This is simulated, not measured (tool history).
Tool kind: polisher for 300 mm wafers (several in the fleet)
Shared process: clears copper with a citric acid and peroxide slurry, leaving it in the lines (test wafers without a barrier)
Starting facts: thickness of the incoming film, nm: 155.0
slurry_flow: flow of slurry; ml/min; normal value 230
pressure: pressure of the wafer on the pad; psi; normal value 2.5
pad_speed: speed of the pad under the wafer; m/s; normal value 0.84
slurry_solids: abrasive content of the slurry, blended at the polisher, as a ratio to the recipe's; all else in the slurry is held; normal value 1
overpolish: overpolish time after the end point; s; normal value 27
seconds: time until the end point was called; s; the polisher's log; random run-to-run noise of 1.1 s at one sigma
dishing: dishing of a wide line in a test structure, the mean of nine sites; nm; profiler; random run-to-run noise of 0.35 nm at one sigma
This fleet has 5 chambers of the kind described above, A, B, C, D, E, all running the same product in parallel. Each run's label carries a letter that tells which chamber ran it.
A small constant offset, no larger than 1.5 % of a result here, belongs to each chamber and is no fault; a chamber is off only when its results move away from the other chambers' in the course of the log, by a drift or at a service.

run	hour	slurry_flow	pressure	pad_speed	slurry_solids	overpolish	wafers polished on this pad	hours since the slurry nozzle was cleaned	hours since the head pressure was calibrated	hours since the slurry blender was calibrated	seconds	dishing
# hour 15.9: chamber D: slurry nozzle cleaned
1B	16	230	2.5	0.84	1	27	478	303.4	401.5	119.5	112.3	25.145
# hour 20.9: chamber C: worn pad replaced by a new one
2D	27.6	230	2.5	0.84	1	27	312	11.7	48.7	82.6	112.05	25.46
3A	35.2	230	2.5	0.84	1	27	357	259.2	584.7	148.8	112.83	25.501
4C	50.6	230	2.5	0.84	1	27	184	570.8	59	114.2	113.53	25.317
5E	64.5	230	2.5	0.84	1	27	852	73.8	187.4	105.9	112.5	25.623
6D	72	230	2.5	0.84	1	27	587	56.1	93.1	127	109.51	25.703
# hour 73.8: chamber B: worn pad replaced by a new one
# hour 78.3: chamber E: slurry blender recalibrated
# hour 80.7: chamber A: slurry nozzle cleaned
# hour 84.6: chamber E: worn pad replaced by a new one
7E	86.2	230	2.5	0.84	1	27	10	95.5	209.1	7.9	110.36	24.894
8C	98.9	230	2.5	0.84	1	27	484	619.1	107.3	162.5	114.08	25.434
9B	109.1	230	2.5	0.84	1	27	219	396.5	494.6	212.6	112.75	25.469
# hour 110.2: chamber B: head pressure recalibrated
# hour 118: chamber D: worn pad replaced by a new one
10A	121.2	230	2.5	0.84	1	27	891	40.6	670.7	234.8	111.51	25.888
11D	134.8	230	2.5	0.84	1	27	104	118.9	155.9	189.8	110.34	25.505
# hour 135.3: chamber A: slurry blender recalibrated
# hour 137.5: chamber C: worn pad replaced by a new one
12C	142	230	2.5	0.84	1	27	28	662.2	150.4	205.6	111.84	25.025
13A	154.9	230	2.5	0.84	1	27	1101	74.3	704.4	19.7	114.18	25.248
14B	165.6	230	2.5	0.84	1	27	570	453	55.5	269.1	110.11	26.051
15E	172.6	230	1.7	0.84	1	15	546	181.9	295.5	94.3	162.03	10.587
# hour 178: chamber B: worn pad replaced by a new one
16E	188.3	230	1.7	0.84	1	15	644	197.6	311.2	110	160.74	10.834
# hour 192.7: chamber B: slurry blender recalibrated
17C	197.9	230	1.7	0.84	1	15	375	718.1	206.3	261.5	163.28	10.543
# hour 198.3: chamber E: slurry blender recalibrated
# hour 204.2: chamber D: slurry blender recalibrated
18D	205.1	230	1.7	0.84	1	15	541	189.2	226.2	1	157.75	10.837
# hour 208.5: chamber A: worn pad replaced by a new one
19B	217.5	230	1.7	0.84	1	15	245	504.9	107.4	24.9	160.59	10.668
20A	225.4	230	2.5	0.84	1	27	105	144.8	774.9	90.2	111.87	25.366
21D	236.2	230	2.5	0.84	1	27	734	220.3	257.3	32.1	111.77	25.671
# hour 246.8: chamber C: slurry blender recalibrated
22E	248	230	2.5	0.84	1	27	1015	257.3	370.9	49.7	113.2	26.224
# hour 250.5: chamber C: slurry nozzle cleaned
# hour 250.7: chamber D: worn pad replaced by a new one
# hour 253.1: chamber C: worn pad replaced by a new one
# hour 254: chamber E: worn pad replaced by a new one
23C	255	230	2.5	0.84	1	27	12	4.5	263.4	8.3	112.35	25.246
24A	263.1	230	2.5	0.84	1	27	339	182.5	812.6	127.9	111.66	25.085
25B	270	230	2.5	0.84	1	27	571	557.4	159.9	77.4	112.36	24.41
26C	285	230	2.5	0.84	1	27	198	34.5	293.4	38.3	113.72	25.153
# hour 285.6: chamber B: worn pad replaced by a new one
27B	294.1	230	2.5	0.84	1	27	52	581.5	184	101.5	112.85	25.097
28A	304.8	230	3.1	0.84	1	27	598	224.2	854.3	169.6	92.304	30.133
29E	320.3	230	3.1	0.84	1	27	411	329.6	443.2	122	91.569	30.444
30D	331.4	230	3.1	0.84	1	27	501	315.5	352.5	127.3	91.468	30.632
# hour 338.7: chamber D: slurry nozzle cleaned
31D	341.3	230	3.1	0.84	1	27	562	2.7	362.4	137.2	89.235	30.412
# hour 347.2: chamber E: slurry blender recalibrated
32A	351.6	230	3.1	0.84	1	27	888	271	901.1	216.4	89.546	30.251
33E	360.6	230	2.5	0.84	1	27	662	369.9	483.5	13.5	112.67	25.512
# hour 369: chamber D: worn pad replaced by a new one
34C	374.8	230	2.5	0.84	1	27	756	124.3	383.2	128.1	113.38	25.779
35B	387	230	2.5	0.84	1	27	629	674.4	276.9	194.4	111.72	24.843
36E	402.3	230	2.5	0.84	1	27	921	411.6	525.2	55.2	111.28	25.326
37D	410.3	230	2.5	0.84	1	27	256	71.7	431.4	206.2	112.67	25.707

Which is it: a chamber that has drifted or been left off by a service, a gauge drift common to all chambers, or only each chamber's usual small offset? If a chamber is off, name it and its likeliest cause.

All chambers stay in line apart from their small fixed offsets, and the gauge does not drift.
